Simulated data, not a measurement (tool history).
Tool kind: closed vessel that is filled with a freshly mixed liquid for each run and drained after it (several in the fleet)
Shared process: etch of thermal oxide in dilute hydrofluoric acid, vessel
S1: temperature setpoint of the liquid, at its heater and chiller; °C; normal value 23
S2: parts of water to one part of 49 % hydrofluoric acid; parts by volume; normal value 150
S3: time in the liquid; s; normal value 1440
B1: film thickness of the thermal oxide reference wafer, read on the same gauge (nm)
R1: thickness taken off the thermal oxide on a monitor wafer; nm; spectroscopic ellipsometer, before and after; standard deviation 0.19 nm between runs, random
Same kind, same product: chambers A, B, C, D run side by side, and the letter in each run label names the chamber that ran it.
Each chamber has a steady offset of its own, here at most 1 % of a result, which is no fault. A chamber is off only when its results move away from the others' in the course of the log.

run    day    S1   S2    S3      B1      R1
     0.071  -- chamber A: hydrofluoric acid flow meter replaced
 1D  0.133    23  150  1440  30.019  39.231
 2B  0.208    23  150  1440  30.005  39.441
 3A  0.338    23  150  1440  30.011   38.94
 4C  0.442    23  150  1440   30.01   39.72
 5A  0.525    23  150  1440   29.95  39.011
 6C  0.675    23  205  1440  30.014    27.1
 7B  0.762    23  205  1440  29.936  27.236
 8D  0.871    23  205  1440  29.976    27.2
 9B  0.975    23  205  1440  29.994  27.163
10C  1.083    23  150  1440  30.008  39.496
11D  1.254    23  150  1440  30.015  39.622
12A  1.371    23  150  1440  29.957  39.113
13B  1.512    23  150  1440  29.961  39.577
14A  1.592    23  150  1440  29.979  39.369
15D  1.675    23  150  1440  29.997  39.673
16C  1.783    23  150  1440  29.965  39.526
17D  1.879  26.5  150  2280  29.973  72.122
18A  2.017  26.5  150  2280  29.962  70.091
19B  2.133  26.5  150  2280  29.983  71.354
20C  2.217  26.5  150  2280  29.981  70.648
21A  2.342    23  150  1440  30.011  39.162
22C   2.45    23  100  2230  30.016   97.85
23D  2.554    23  100  2230  29.983  98.627
24B  2.712    23  100  2230  29.974  97.976
25A  2.862    23  100  2230  29.973  97.249
26B  2.946    23  180   975  30.001  21.476
27D  3.062    23  180   975  29.989  22.153
28C  3.238    23  180   975  29.972  21.541
29B  3.379    23  180   975  29.999  21.546
     3.467  -- chamber B: thermometer replaced
30A  3.521    23  150  1440  29.957  39.554
31D  3.696    23  150  1440  29.997  40.813
32C  3.808    23  150  1440  29.982  39.434
33D  3.975    23  150  1440  29.971  40.823
34B  4.067    23  150  1440  29.959  39.614
35C  4.238    23  150  1440  30.002  39.758
36A  4.371    23  150  1440  29.995  39.385
37D  4.483    23  150  1440  30.016   40.97
38A  4.646  18.5   85  1440  30.016  62.407
39C  4.733  18.5   85  1440      30  62.775
40B    4.9  18.5   85  1440  29.985  63.167
41D  5.062  18.5   85  1440  29.954  64.714
42C  5.175    23  150  1440  29.979  39.465
43A  5.258    23  150  1440  30.009  39.422

What goes on in this fleet: one chamber off, a drifting gauge, or nothing beyond the chambers' own small offsets? Name the chamber and the cause, if any.

Little by little, chamber D moves away from the other chambers.
Likeliest cause: hydrofluoric acid flow above the setpoint (%) = 5.32.
The log might look much the same if the cause were instead: liquid hotter than its thermometer reads (K).

Here are 4 candidates for chamber D's next run, each the usual settings with a change, their results left as question marks. Which one brings its results back in line with what the others give on the usual settings?
In line here means within this much of the mean the other chambers give on the usual settings: R1 0.67 nm
44D-1  5.383  23  150  1475       ?
44D-2  5.383  23  155  1405       ?
44D-3  5.383  23  150  1415       ?
44D-4  5.383  23  145  1475       ?

Average result of the remaining chambers running the usual settings: R1 39.37 nm
  run      R1
44D-1  42.838
44D-2  39.281
44D-3  41.095
44D-4  44.547
The right change is 44D-2: it brings the chamber back within the allowed miss of the others.
